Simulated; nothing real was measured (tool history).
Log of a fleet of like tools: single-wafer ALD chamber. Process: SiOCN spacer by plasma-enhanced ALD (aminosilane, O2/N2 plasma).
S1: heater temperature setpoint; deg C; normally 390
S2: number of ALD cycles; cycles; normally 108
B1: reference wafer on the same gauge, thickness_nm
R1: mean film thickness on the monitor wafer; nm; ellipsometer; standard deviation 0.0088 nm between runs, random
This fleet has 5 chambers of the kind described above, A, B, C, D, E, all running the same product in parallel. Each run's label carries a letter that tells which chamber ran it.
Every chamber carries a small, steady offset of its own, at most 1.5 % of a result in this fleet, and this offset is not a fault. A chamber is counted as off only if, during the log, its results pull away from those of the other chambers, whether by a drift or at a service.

run 1A hour=7.7 | S1=390 S2=108 | B1=6.3701 | R1=6.5025
run 2E hour=14 | S1=390 S2=108 | B1=6.3723 | R1=6.5111
run 3C hour=23.1 | S1=390 S2=108 | B1=6.3724 | R1=6.5503
run 4D hour=30.2 | S1=390 S2=108 | B1=6.3734 | R1=6.458
run 5B hour=35.5 | S1=390 S2=108 | B1=6.3731 | R1=6.5522
run 6B hour=42.7 | S1=390 S2=108 | B1=6.3728 | R1=6.5535
run 7C hour=50.2 | S1=390 S2=108 | B1=6.3757 | R1=6.5281
run 8A hour=56.5 | S1=390 S2=108 | B1=6.3759 | R1=6.5229
run 9E hour=62.4 | S1=390 S2=108 | B1=6.3778 | R1=6.5188
run 10D hour=69.7 | S1=390 S2=108 | B1=6.3781 | R1=6.451
run 11E hour=73.8 | S1=390 S2=108 | B1=6.3788 | R1=6.5355
run 12D hour=78.6 | S1=378 S2=99 | B1=6.3792 | R1=5.917
run 13A hour=87.7 | S1=378 S2=99 | B1=6.3805 | R1=5.9648
run 14B hour=94.1 | S1=378 S2=99 | B1=6.3796 | R1=6.0054
run 15C hour=99.4 | S1=378 S2=99 | B1=6.3801 | R1=5.9845
run 16B hour=107.5 | S1=378 S2=99 | B1=6.3834 | R1=6.0083
run 17E hour=116.4 | S1=390 S2=108 | B1=6.3835 | R1=6.5259
run 18A hour=122.3 | S1=390 S2=108 | B1=6.3861 | R1=6.5221
run 19D hour=128.3 | S1=390 S2=108 | B1=6.3856 | R1=6.4508
run 20C hour=135.2 | S1=390 S2=108 | B1=6.383 | R1=6.5523
run 21B hour=140.2 | S1=390 S2=108 | B1=6.3847 | R1=6.5461
run 22D hour=145.2 | S1=390 S2=108 | B1=6.3866 | R1=6.4676
run 23E hour=151.6 | S1=390 S2=108 | B1=6.3891 | R1=6.5221
run 24A hour=157.6 | S1=390 S2=108 | B1=6.3901 | R1=6.5233
run 25C hour=165.1 | S1=390 S2=108 | B1=6.3884 | R1=6.546
run 26E hour=172.6 | S1=390 S2=108 | B1=6.3883 | R1=6.5464
-- hour=177.3 chamber C: thermocouple changed; heater temperature recalibrated
run 27B hour=181.6 | S1=390 S2=108 | B1=6.3919 | R1=6.5398
-- hour=182.2 chamber D: thermocouple changed; heater temperature recalibrated
run 28D hour=190.3 | S1=398 S2=95 | B1=6.3929 | R1=5.6979
run 29A hour=198.5 | S1=398 S2=95 | B1=6.3942 | R1=5.7353
run 30C hour=207.5 | S1=398 S2=95 | B1=6.3953 | R1=5.7607
run 31E hour=212.3 | S1=398 S2=95 | B1=6.3955 | R1=5.7657
run 32D hour=220.8 | S1=398 S2=95 | B1=6.3949 | R1=5.7021
run 33B hour=228.5 | S1=390 S2=108 | B1=6.3973 | R1=6.5685
run 34A hour=237.4 | S1=390 S2=108 | B1=6.3997 | R1=6.5391
run 35C hour=245.1 | S1=397 S2=108 | B1=6.3988 | R1=6.5561
run 36B hour=251.3 | S1=397 S2=108 | B1=6.3987 | R1=6.5683
run 37C hour=255.6 | S1=397 S2=108 | B1=6.3983 | R1=6.5673
run 38A hour=260.1 | S1=397 S2=108 | B1=6.3996 | R1=6.5303
run 39E hour=268.2 | S1=397 S2=108 | B1=6.4019 | R1=6.5548
run 40D hour=276.2 | S1=382 S2=108 | B1=6.4027 | R1=6.491
run 41A hour=280.6 | S1=382 S2=108 | B1=6.4013 | R1=6.5445
run 42C hour=289.9 | S1=382 S2=108 | B1=6.404 | R1=6.5614
run 43B hour=295.2 | S1=382 S2=108 | B1=6.404 | R1=6.5719

Next, all 5 chambers run the settings below, one line each with question marks for the results. What does each chamber give?
run 44A hour=301.8 | S1=390 S2=108 | R1=?
run 44B hour=301.8 | S1=390 S2=108 | R1=?
run 44C hour=301.8 | S1=390 S2=108 | R1=?
run 44D hour=301.8 | S1=390 S2=108 | R1=?
run 44E hour=301.8 | S1=390 S2=108 | R1=?

run=44A R1=6.5451
run=44B R1=6.5819
run=44C R1=6.5534
run=44D R1=6.4773
run=44E R1=6.5692
